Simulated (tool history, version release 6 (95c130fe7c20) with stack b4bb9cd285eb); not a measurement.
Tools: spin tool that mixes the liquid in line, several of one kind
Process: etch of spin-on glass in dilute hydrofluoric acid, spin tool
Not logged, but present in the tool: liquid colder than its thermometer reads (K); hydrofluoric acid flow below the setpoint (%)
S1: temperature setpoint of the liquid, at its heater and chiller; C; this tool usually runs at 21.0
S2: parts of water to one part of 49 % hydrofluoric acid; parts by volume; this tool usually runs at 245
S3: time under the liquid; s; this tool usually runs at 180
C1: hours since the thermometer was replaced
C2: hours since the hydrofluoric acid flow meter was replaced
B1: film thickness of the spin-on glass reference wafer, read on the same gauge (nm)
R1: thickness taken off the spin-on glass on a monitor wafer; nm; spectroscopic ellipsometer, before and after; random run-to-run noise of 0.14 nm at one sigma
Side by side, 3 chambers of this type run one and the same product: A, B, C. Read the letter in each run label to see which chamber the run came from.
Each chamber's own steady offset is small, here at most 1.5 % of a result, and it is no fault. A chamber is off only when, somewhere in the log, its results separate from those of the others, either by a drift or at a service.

run   hour    S1   S2   S3      C1      C2      B1      R1
 1C    9.8  21.0  245  180   388.9   201.2  110.00  23.009
 2B   20.8  21.0  245  180    67.7   733.0  109.98  23.038
 3A   30.7  21.0  245  180  1591.3   720.7  110.01  23.328
 4A   40.6  21.0  245  180  1601.2   730.6  109.98  23.507
 5B   53.2  21.0  245  180   100.1   765.4  110.02  23.149
 6C   64.5  21.0  245  180   443.6   255.9  110.01  23.051
 7B   77.2  21.0  245  180   124.1   789.4  110.02  22.886
 8C   87.3  21.0  165  135   466.4   278.7  110.01  27.974
 9A   95.4  21.0  165  135  1656.0   785.4  109.98  27.807
10C  107.2  21.0  165  135   486.3   298.6  109.99  27.828
11B  118.6  24.0  245  120   165.5   830.8  109.98  17.141
12A  130.2  24.0  245  120  1690.8   820.2  110.00  17.257
13B  136.3  24.0  245  120   183.2   848.5  110.01  17.119
14C  142.6  21.0  245  180   521.7   334.0  109.97  23.086
15A  151.8  21.0  245  180  1712.4   841.8  109.97  22.950
16B  161.6  21.0  245  180   208.5   873.8  109.98  23.263
17C  174.1  21.0  245  180   553.2   365.5  109.99  22.911
18A  185.6  21.0  245  180  1746.2   875.6  110.00  23.037
19A  193.7  21.0  245  180  1754.3   883.7  109.98  22.947
20C  200.2  21.0  245  180   579.3   391.6  110.00  23.055
21B  208.7  21.0  245  180   255.6   920.9  110.00  23.249
22C  216.0  21.0  245  180   595.1   407.4  109.97  23.033
23A  225.5  21.0  245  180  1786.1   915.5  109.98  23.025
24B  232.5  21.0  245  180   279.4   944.7  109.97  23.038
25B  240.7  21.0  245  180   287.6   952.9  110.02  23.218
26C  247.7  21.0  245  180   626.8   439.1  110.04  22.960
27A  257.3  21.0  245  180  1817.9   947.3  109.99  22.736
28C  264.1  21.0  245  180   643.2   455.5  110.00  22.974
29B  270.3  21.0  245  180   317.2   982.5  110.00  22.817
30A  280.7  21.0  245  180  1841.3   970.7  110.00  22.352
31A  289.8  21.0  245  180  1850.4   979.8  110.00  22.545
32B  301.1  21.0  245  180   348.0  1013.3  109.99  23.231
33C  312.1  21.0  245  180   691.2   503.5  109.99  22.812
34A  322.8  18.5  155  180  1883.4  1012.8  110.02  35.407
35C  330.9  18.5  155  180   710.0   522.3  110.03  36.233
36B  339.2  18.5  155  180   386.1  1051.4  109.99  35.925
37B  345.0  21.0  245  180   391.9  1057.2  110.02  23.077
38A  355.0  21.0  245  180  1915.6  1045.0  110.01  22.312
39C  363.8  21.0  245  180   742.9   555.2  110.01  22.966
40A  371.1  21.0  245  180  1931.7  1061.1  109.99  22.087
41C  377.0  21.0  245  180   756.1   568.4  110.01  22.921
42B  387.5  21.0  245  180   434.4  1099.7  109.97  22.928
43B  397.4  21.0  245  180   444.3  1109.6  110.00  23.084
44A  405.8  21.0  245  180  1966.4  1095.8  109.99  22.030

Read the log: is a single chamber off, either drifting away or since a service, is the gauge that measures every chamber drifting, or is nothing wrong beyond small per-chamber offsets? Name any odd chamber and what most likely caused it.

One chamber, A, drifts off from the rest bit by bit.
Likeliest cause: hydrofluoric acid flow below the setpoint (%) = 3.67.
From this log alone, it may not be told apart from: liquid colder than its thermometer reads (K).

Here are 4 candidates for chamber A's next run, each the usual settings with a change, their results left as question marks. Which one brings its results back in line with what the others give on the usual settings?
Maximum distance from the other chambers' mean on the usual settings for a result to count as in line: R1 0.500 nm
45A-1  414.9  21.0  245  175               ?
45A-2  414.9  21.0  255  175               ?
45A-3  414.9  21.0  235  185               ?
45A-4  414.9  21.0  245  185               ?

Average result of the remaining chambers running the usual settings: R1 22.974 nm
  run      R1
45A-1  21.596
45A-2  20.561
45A-3  24.019
45A-4  22.830
It is 45A-4 that realigns the chamber with its peers.
